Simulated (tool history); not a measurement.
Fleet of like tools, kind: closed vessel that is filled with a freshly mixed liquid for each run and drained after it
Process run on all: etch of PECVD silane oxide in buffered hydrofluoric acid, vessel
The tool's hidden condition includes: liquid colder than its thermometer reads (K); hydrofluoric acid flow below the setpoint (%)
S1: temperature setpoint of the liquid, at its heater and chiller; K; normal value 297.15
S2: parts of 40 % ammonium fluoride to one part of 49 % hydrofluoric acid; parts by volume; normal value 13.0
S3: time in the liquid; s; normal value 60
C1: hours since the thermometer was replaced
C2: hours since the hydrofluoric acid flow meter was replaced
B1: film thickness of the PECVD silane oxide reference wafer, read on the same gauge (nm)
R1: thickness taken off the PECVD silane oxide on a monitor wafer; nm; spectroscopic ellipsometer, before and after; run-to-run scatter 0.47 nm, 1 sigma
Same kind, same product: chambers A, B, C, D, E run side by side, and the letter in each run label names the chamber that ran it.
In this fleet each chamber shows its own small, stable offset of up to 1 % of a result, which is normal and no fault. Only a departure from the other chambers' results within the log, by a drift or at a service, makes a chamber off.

run 1C hour=4.8 | S1=297.15 S2=13.0 S3=60 | C1=1159.0 C2=611.3 | B1=110.03 | R1=88.489
run 2A hour=10.8 | S1=297.15 S2=13.0 S3=60 | C1=1122.3 C2=950.3 | B1=109.99 | R1=88.646
run 3E hour=18.4 | S1=297.15 S2=13.0 S3=60 | C1=1810.0 C2=1441.9 | B1=110.00 | R1=87.680
run 4D hour=24.4 | S1=297.15 S2=13.0 S3=60 | C1=352.6 C2=89.1 | B1=110.02 | R1=87.509
run 5B hour=29.2 | S1=297.15 S2=13.0 S3=60 | C1=1044.3 C2=419.6 | B1=110.01 | R1=89.040
run 6A hour=37.4 | S1=297.15 S2=16.5 S3=75 | C1=1148.9 C2=976.9 | B1=109.98 | R1=87.398
run 7E hour=42.1 | S1=297.15 S2=16.5 S3=75 | C1=1833.7 C2=1465.6 | B1=109.99 | R1=86.672
run 8D hour=47.4 | S1=297.15 S2=16.5 S3=75 | C1=375.6 C2=112.1 | B1=109.99 | R1=87.342
run 9B hour=53.1 | S1=297.15 S2=16.5 S3=75 | C1=1068.2 C2=443.5 | B1=110.01 | R1=87.884
run 10C hour=57.2 | S1=297.15 S2=16.5 S3=75 | C1=1211.4 C2=663.7 | B1=109.99 | R1=86.985
run 11B hour=64.1 | S1=297.15 S2=13.0 S3=60 | C1=1079.2 C2=454.5 | B1=110.02 | R1=88.155
run 12C hour=67.8 | S1=297.15 S2=13.0 S3=60 | C1=1222.0 C2=674.3 | B1=110.01 | R1=89.005
run 13E hour=72.1 | S1=297.15 S2=13.0 S3=60 | C1=1863.7 C2=1495.6 | B1=110.03 | R1=88.041
run 14D hour=78.7 | S1=297.15 S2=13.0 S3=60 | C1=406.9 C2=143.4 | B1=109.98 | R1=88.042
run 15A hour=85.1 | S1=297.15 S2=13.0 S3=60 | C1=1196.6 C2=1024.6 | B1=110.05 | R1=88.857
run 16B hour=93.2 | S1=297.15 S2=13.0 S3=60 | C1=1108.3 C2=483.6 | B1=109.99 | R1=88.663
run 17C hour=98.0 | S1=297.15 S2=13.0 S3=60 | C1=1252.2 C2=704.5 | B1=109.97 | R1=88.665
run 18D hour=102.8 | S1=297.15 S2=13.0 S3=60 | C1=431.0 C2=167.5 | B1=110.03 | R1=88.331
run 19A hour=109.4 | S1=297.15 S2=13.0 S3=60 | C1=1220.9 C2=1048.9 | B1=110.02 | R1=88.535
run 20E hour=116.7 | S1=297.15 S2=13.0 S3=60 | C1=1908.3 C2=1540.2 | B1=109.99 | R1=86.156
run 21B hour=122.5 | S1=297.15 S2=13.0 S3=60 | C1=1137.6 C2=512.9 | B1=110.03 | R1=87.789
run 22E hour=129.0 | S1=297.15 S2=13.0 S3=75 | C1=1920.6 C2=1552.5 | B1=109.97 | R1=107.770
run 23C hour=135.9 | S1=297.15 S2=13.0 S3=75 | C1=1290.1 C2=742.4 | B1=110.00 | R1=110.660
run 24D hour=144.1 | S1=297.15 S2=13.0 S3=75 | C1=472.3 C2=208.8 | B1=109.98 | R1=110.060
run 25A hour=149.2 | S1=297.15 S2=13.0 S3=75 | C1=1260.7 C2=1088.7 | B1=109.98 | R1=109.870
run 26D hour=155.2 | S1=297.15 S2=13.0 S3=75 | C1=483.4 C2=219.9 | B1=110.03 | R1=110.490
run 27A hour=160.9 | S1=297.15 S2=13.0 S3=60 | C1=1272.4 C2=1100.4 | B1=110.00 | R1=88.834
run 28B hour=167.9 | S1=297.15 S2=13.0 S3=60 | C1=1183.0 C2=558.3 | B1=110.02 | R1=88.231
run 29E hour=176.0 | S1=297.15 S2=13.0 S3=60 | C1=1967.6 C2=1599.5 | B1=109.95 | R1=84.483
run 30C hour=183.4 | S1=297.15 S2=13.0 S3=60 | C1=1337.6 C2=789.9 | B1=110.01 | R1=88.088
run 31B hour=189.6 | S1=297.15 S2=13.0 S3=60 | C1=1204.7 C2=580.0 | B1=110.01 | R1=88.392
run 32C hour=194.9 | S1=297.15 S2=13.0 S3=60 | C1=1349.1 C2=801.4 | B1=110.03 | R1=88.467
run 33A hour=202.2 | S1=301.15 S2=13.0 S3=60 | C1=1313.7 C2=1141.7 | B1=109.98 | R1=108.910
run 34D hour=206.6 | S1=301.15 S2=13.0 S3=60 | C1=534.8 C2=271.3 | B1=110.03 | R1=110.530
run 35E hour=211.9 | S1=301.15 S2=13.0 S3=60 | C1=2003.5 C2=1635.4 | B1=110.00 | R1=103.730

Each of the 5 chambers runs these same settings next. Fill in every chamber's results:
run 36A hour=217.8 | S1=301.15 S2=13.0 S3=60 | R1=?
run 36B hour=217.8 | S1=301.15 S2=13.0 S3=60 | R1=?
run 36C hour=217.8 | S1=301.15 S2=13.0 S3=60 | R1=?
run 36D hour=217.8 | S1=301.15 S2=13.0 S3=60 | R1=?
run 36E hour=217.8 | S1=301.15 S2=13.0 S3=60 | R1=?

run=36A R1=108.020
run=36B R1=109.820
run=36C R1=110.660
run=36D R1=109.400
run=36E R1=104.780
